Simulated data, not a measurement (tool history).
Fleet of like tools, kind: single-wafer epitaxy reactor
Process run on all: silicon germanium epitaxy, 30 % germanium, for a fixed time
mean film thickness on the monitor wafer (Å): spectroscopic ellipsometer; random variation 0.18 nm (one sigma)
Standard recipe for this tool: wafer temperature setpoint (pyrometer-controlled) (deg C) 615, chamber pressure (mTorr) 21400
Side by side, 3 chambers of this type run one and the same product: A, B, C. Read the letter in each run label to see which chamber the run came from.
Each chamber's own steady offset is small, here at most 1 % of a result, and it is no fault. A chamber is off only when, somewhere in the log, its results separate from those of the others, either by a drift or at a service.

| run | hour | wafer temperature setpoint (pyrometer-controlled) (deg C) | chamber pressure (mTorr) | read-back reference wafer on the same gauge, thickness_nm | mean film thickness on the monitor wafer (Å) |
|---|---|---|---|---|---|
| 1B | 3.2 | 615 | 21400 | 65.761 | 795.21 |
| 2C | 6.3 | 615 | 21400 | 65.810 | 791.02 |
| 3A | 9.5 | 615 | 21400 | 65.819 | 801.22 |
| 4B | 12.6 | 615 | 21400 | 65.820 | 798.17 |
| 5A | 15.3 | 609 | 21400 | 65.767 | 717.55 |
| 6C | 18.1 | 609 | 21400 | 65.812 | 712.56 |
| 7A | 20.4 | 609 | 21400 | 65.795 | 719.96 |
| 8C | 23.2 | 615 | 21400 | 65.815 | 789.75 |
| 9B | 26.2 | 615 | 21400 | 65.855 | 798.50 |
| 10B | 28.5 | 615 | 21400 | 65.774 | 794.76 |
|  | 28.9 | chamber C: capacitance manometer re-zeroed and calibrated |
| 11A | 32.8 | 615 | 21400 | 65.831 | 801.86 |
| 12C | 35.7 | 615 | 21400 | 65.788 | 790.86 |
| 13B | 38.3 | 615 | 21400 | 65.783 | 795.29 |
| 14C | 40.7 | 615 | 21400 | 65.781 | 789.67 |
| 15A | 43.8 | 615 | 21400 | 65.836 | 797.88 |
| 16C | 47.5 | 615 | 21400 | 65.766 | 792.95 |
| 17B | 51.6 | 615 | 21400 | 65.809 | 796.98 |
| 18A | 54.3 | 615 | 21400 | 65.808 | 797.91 |
| 19C | 56.6 | 615 | 21400 | 65.785 | 792.88 |
| 20B | 58.5 | 605 | 21400 | 65.821 | 665.10 |
| 21A | 61.4 | 605 | 21400 | 65.782 | 667.32 |
| 22A | 64.8 | 605 | 21400 | 65.798 | 666.05 |
| 23B | 67.9 | 615 | 21400 | 65.784 | 796.46 |
| 24C | 69.8 | 615 | 21400 | 65.813 | 786.55 |
| 25B | 73.4 | 615 | 21400 | 65.822 | 796.89 |
| 26A | 77.1 | 615 | 21400 | 65.785 | 798.25 |
| 27C | 79.2 | 615 | 21400 | 65.817 | 788.30 |
| 28A | 81.2 | 615 | 21400 | 65.794 | 800.24 |
| 29C | 84.1 | 615 | 21400 | 65.784 | 791.34 |
| 30B | 87.8 | 615 | 21400 | 65.831 | 795.71 |
| 31B | 91.6 | 615 | 25800 | 65.789 | 858.66 |
| 32A | 95.8 | 615 | 25800 | 65.776 | 863.43 |
| 33C | 98.7 | 615 | 25800 | 65.803 | 853.94 |
| 34A | 102.0 | 615 | 21400 | 65.812 | 796.76 |
| 35C | 105.4 | 630 | 21400 | 65.826 | 1030.00 |
| 36B | 107.3 | 630 | 21400 | 65.760 | 1036.00 |
| 37A | 111.3 | 630 | 21400 | 65.817 | 1043.40 |
| 38B | 113.7 | 615 | 21400 | 65.784 | 799.82 |
| 39C | 116.9 | 615 | 21400 | 65.813 | 792.01 |
| 40C | 119.1 | 615 | 21400 | 65.790 | 790.33 |
| 41A | 121.0 | 615 | 21400 | 65.832 | 798.56 |
| 42B | 123.4 | 605 | 21400 | 65.796 | 666.09 |
| 43A | 126.7 | 605 | 21400 | 65.790 | 665.92 |

All 3 chambers run these settings next. Forecast each chamber's results:
| 44A | 129.8 | 615 | 17600 |  | ? |
| 44B | 129.8 | 615 | 17600 |  | ? |
| 44C | 129.8 | 615 | 17600 |  | ? |

| run | mean film thickness on the monitor wafer (Å) |
|---|---|
| 44A | 742.37 |
| 44B | 738.87 |
| 44C | 730.83 |
